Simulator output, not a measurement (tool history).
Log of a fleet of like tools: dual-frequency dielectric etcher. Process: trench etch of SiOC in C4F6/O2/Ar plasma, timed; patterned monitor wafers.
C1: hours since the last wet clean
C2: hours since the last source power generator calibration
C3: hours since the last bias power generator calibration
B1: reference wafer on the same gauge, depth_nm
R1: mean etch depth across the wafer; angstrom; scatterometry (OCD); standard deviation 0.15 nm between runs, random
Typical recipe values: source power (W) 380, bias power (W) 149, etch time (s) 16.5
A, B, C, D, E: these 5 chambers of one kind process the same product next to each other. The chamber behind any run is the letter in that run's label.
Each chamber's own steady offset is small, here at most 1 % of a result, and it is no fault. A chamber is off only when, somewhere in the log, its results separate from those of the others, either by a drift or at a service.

Run 1B, hour 3.3: usual settings; C1 352.0; C2 2823.4; C3 3458.0; B1 32.608. Result: R1 318.06 angstrom.
Run 2A, hour 6.5: usual settings; C1 23.7; C2 1534.4; C3 3578.3; B1 32.575. Result: R1 317.36 angstrom.
Run 3E, hour 9.2: usual settings; C1 11.7; C2 2326.1; C3 2198.6; B1 32.585. Result: R1 317.95 angstrom.
Run 4C, hour 12.7: usual settings; C1 305.7; C2 3227.0; C3 869.2; B1 32.561. Result: R1 316.98 angstrom.
Run 5D, hour 17.0: usual settings; C1 432.0; C2 1741.3; C3 766.2; B1 32.598. Result: R1 315.54 angstrom.
Run 6E, hour 19.6: usual settings but bias power (W) 126, etch time (s) 12.0; C1 22.1; C2 2336.5; C3 2209.0; B1 32.642. Result: R1 219.61 angstrom.
Run 7D, hour 24.8: usual settings but bias power (W) 126, etch time (s) 12.0; C1 439.8; C2 1749.1; C3 774.0; B1 32.545. Result: R1 220.78 angstrom.
Run 8B, hour 28.5: usual settings but bias power (W) 126, etch time (s) 12.0; C1 377.2; C2 2848.6; C3 3483.2; B1 32.590. Result: R1 219.68 angstrom.
Run 9C, hour 33.6: usual settings but bias power (W) 126, etch time (s) 12.0; C1 326.6; C2 3247.9; C3 890.1; B1 32.582. Result: R1 218.92 angstrom.
Run 10A, hour 38.0: usual settings but bias power (W) 126, etch time (s) 12.0; C1 55.2; C2 1565.9; C3 3609.8; B1 32.580. Result: R1 219.60 angstrom.
Run 11D, hour 43.0: usual settings; C1 458.0; C2 1767.3; C3 792.2; B1 32.611. Result: R1 316.05 angstrom.
Run 12E, hour 48.0: usual settings; C1 50.5; C2 2364.9; C3 2237.4; B1 32.619. Result: R1 318.58 angstrom.
Run 13A, hour 51.9: usual settings; C1 69.1; C2 1579.8; C3 3623.7; B1 32.605. Result: R1 319.48 angstrom.
Run 14B, hour 56.1: usual settings; C1 404.8; C2 2876.2; C3 3510.8; B1 32.590. Result: R1 317.93 angstrom.
Run 15C, hour 60.9: usual settings but source power (W) 470; C1 353.9; C2 3275.2; C3 917.4; B1 32.586. Result: R1 346.63 angstrom.
Run 16A, hour 64.4: usual settings but source power (W) 470; C1 81.6; C2 1592.3; C3 3636.2; B1 32.633. Result: R1 347.49 angstrom.
Run 17E, hour 67.8: usual settings but source power (W) 470; C1 70.3; C2 2384.7; C3 2257.2; B1 32.617. Result: R1 343.42 angstrom.
Run 18D, hour 70.5: usual settings but source power (W) 470; C1 485.5; C2 1794.8; C3 819.7; B1 32.588. Result: R1 344.05 angstrom.
Run 19C, hour 75.4: usual settings but source power (W) 470; C1 368.4; C2 3289.7; C3 931.9; B1 32.589. Result: R1 342.50 angstrom.
Run 20B, hour 79.3: usual settings; C1 428.0; C2 2899.4; C3 3534.0; B1 32.629. Result: R1 316.98 angstrom.
Run 21B, hour 82.1: usual settings; C1 430.8; C2 2902.2; C3 3536.8; B1 32.615. Result: R1 313.51 angstrom.
Run 22A, hour 84.8: usual settings but source power (W) 300; C1 102.0; C2 1612.7; C3 3656.6; B1 32.576. Result: R1 289.81 angstrom.
Run 23E, hour 89.3: usual settings but source power (W) 300; C1 91.8; C2 2406.2; C3 2278.7; B1 32.622. Result: R1 288.64 angstrom.
Run 24D, hour 92.2: usual settings but source power (W) 300; C1 507.2; C2 1816.5; C3 841.4; B1 32.606. Result: R1 289.51 angstrom.
Run 25C, hour 97.5: usual settings but source power (W) 300; C1 390.5; C2 3311.8; C3 954.0; B1 32.576. Result: R1 290.31 angstrom.
Run 26B, hour 101.4: usual settings but source power (W) 300; C1 450.1; C2 2921.5; C3 3556.1; B1 32.598. Result: R1 285.52 angstrom.
Run 27C, hour 105.7: usual settings; C1 398.7; C2 3320.0; C3 962.2; B1 32.579. Result: R1 315.92 angstrom.
At hour 108.6: chamber D: wet clean of the chamber.
Run 28A, hour 110.4: usual settings; C1 127.6; C2 1638.3; C3 3682.2; B1 32.575. Result: R1 318.20 angstrom.
Run 29D, hour 113.8: usual settings but bias power (W) 122; C1 5.2; C2 1838.1; C3 863.0; B1 32.593. Result: R1 298.84 angstrom.
Run 30E, hour 119.0: usual settings but bias power (W) 122; C1 121.5; C2 2435.9; C3 2308.4; B1 32.615. Result: R1 299.07 angstrom.
Run 31C, hour 123.0: usual settings but bias power (W) 122; C1 416.0; C2 3337.3; C3 979.5; B1 32.614. Result: R1 298.52 angstrom.
Run 32D, hour 126.8: usual settings but bias power (W) 122; C1 18.2; C2 1851.1; C3 876.0; B1 32.625. Result: R1 298.37 angstrom.
Run 33B, hour 131.8: usual settings but bias power (W) 122; C1 480.5; C2 2951.9; C3 3586.5; B1 32.604. Result: R1 287.11 angstrom.
Run 34A, hour 136.0: usual settings; C1 153.2; C2 1663.9; C3 3707.8; B1 32.591. Result: R1 318.95 angstrom.
Run 35E, hour 140.2: usual settings; C1 142.7; C2 2457.1; C3 2329.6; B1 32.565. Result: R1 317.20 angstrom.

What goes on in this fleet: one chamber off, a drifting gauge, or nothing beyond the chambers' own small offsets? Name the chamber and the cause, if any.

Little by little, chamber B moves away from the other chambers.
What lies behind it: etch rate under this chamber's usual, % = 4.78.

Here are 4 candidates for chamber B's next run, each the usual settings with a change, their results left as question marks. Which one brings its results back in line with what the others give on the usual settings?
In-line tolerance around the mean of the other chambers on the usual settings: R1 5.30 angstrom
Run 36B-1, hour 144.0: usual settings but etch time (s) 15.0. Result: R1 ?.
Run 36B-2, hour 144.0: usual settings but bias power (W) 199. Result: R1 ?.
Run 36B-3, hour 144.0: usual settings but source power (W) 410, bias power (W) 157. Result: R1 ?.
Run 36B-4, hour 144.0: usual settings but bias power (W) 126. Result: R1 ?.

On the usual settings, the other chambers give on average: R1 317.59 angstrom
  run      R1
36B-1  276.26
36B-2  333.26
36B-3  318.26
36B-4  288.82
It is 36B-3 that realigns the chamber with its peers.
